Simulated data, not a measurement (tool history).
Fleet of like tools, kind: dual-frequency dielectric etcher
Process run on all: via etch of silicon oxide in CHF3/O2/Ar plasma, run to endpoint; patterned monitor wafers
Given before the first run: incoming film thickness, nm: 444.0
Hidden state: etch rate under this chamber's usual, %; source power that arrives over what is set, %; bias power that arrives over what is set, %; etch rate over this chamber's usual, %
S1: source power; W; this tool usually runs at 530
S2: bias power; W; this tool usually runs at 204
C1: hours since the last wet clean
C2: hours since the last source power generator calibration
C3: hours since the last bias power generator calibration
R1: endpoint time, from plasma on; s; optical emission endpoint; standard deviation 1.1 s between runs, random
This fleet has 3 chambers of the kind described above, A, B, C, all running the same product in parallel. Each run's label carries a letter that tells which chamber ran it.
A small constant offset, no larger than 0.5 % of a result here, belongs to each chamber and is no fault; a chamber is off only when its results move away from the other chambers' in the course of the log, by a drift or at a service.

run	day	S1	S2	C1	C2	C3	R1
1C	0.471	530	204	351.9	2419.8	2427.5	226.1
2A	0.808	530	204	244.3	592.7	2166.2	225.67
# day 0.829: chamber B: wet clean of the chamber
3B	1.138	530	204	7.4	3049.6	2152.4	226.16
4C	1.779	530	204	383.3	2451.2	2458.9	226.57
5A	2.083	530	204	274.9	623.3	2196.8	226.87
6B	2.471	530	204	39.4	3081.6	2184.4	226.12
7C	2.792	530	204	407.6	2475.5	2483.2	224.48
8A	3.283	530	204	303.7	652.1	2225.6	225.54
9B	3.621	530	204	67	3109.2	2212	225.06
10B	4.258	530	204	82.3	3124.5	2227.3	224.01
11C	4.688	530	204	453.1	2521	2528.7	221.29
12A	5.188	530	204	349.4	697.8	2271.3	224.6
13B	5.688	530	204	116.6	3158.8	2261.6	224.89
14C	6.325	530	204	492.4	2560.3	2568	220.12
15A	6.962	530	204	392	740.4	2313.9	225.2
16A	7.342	530	204	401.1	749.5	2323	224.05
17B	7.658	530	204	163.9	3206.1	2308.9	225.87
18C	7.988	530	204	532.3	2600.2	2607.9	220.42
19C	8.529	410	204	545.3	2613.2	2620.9	243.21
20B	9.175	410	204	200.3	3242.5	2345.3	247.54
21A	9.767	410	204	459.3	807.7	2381.2	247.97
22B	10.088	530	204	222.2	3264.4	2367.2	225.44
23C	10.721	530	204	597.9	2665.8	2673.5	217.97
# day 11.05: chamber A: bias power generator calibrated
24A	11.304	530	204	496.2	844.6	6.2	226.19
25A	11.896	530	204	510.4	858.8	20.4	224.48
26B	12.283	530	204	274.9	3317.1	2419.9	224.61
27C	12.7	530	204	645.4	2713.3	2721	215.07
28C	13.317	530	204	660.2	2728.1	2735.8	214.98
# day 13.5: chamber B: source power generator calibrated
29B	13.95	530	204	314.9	10.9	2459.9	225.35
30A	14.379	530	204	570	918.4	80	224.52
31C	14.688	530	204	693.1	2761	2768.7	213.95
32B	15	460	241	340.1	36.1	2485.1	225.82
33A	15.292	460	241	591.9	940.3	101.9	224.46

Is one chamber out of step, is the gauge drifting, or do the chambers differ by no more than their own small offsets? For an off chamber, give its letter and the likeliest cause.

It is chamber C that slowly wanders off from its peers.
Likeliest cause: etch rate over this chamber's usual, % = 5.39.

Below are 4 candidate recipes for chamber C's next run, each the usual settings with a change, their results shown as question marks. Which of them brings C's results back in line with what the other chambers give on the usual settings?
Counts as in line when no further than this from what the other chambers average on the usual settings: R1 4 s
34C-1	15.754	470	182				?
34C-2	15.754	570	219				?
34C-3	15.754	530	171				?
34C-4	15.754	600	228				?

The other chambers' mean on the usual settings: R1 225.48 s
run	R1
34C-1	231.93
34C-2	202.16
34C-3	226.25
34C-4	195.5
The answer is 34C-3, which returns the chamber to within the allowed miss of the others.
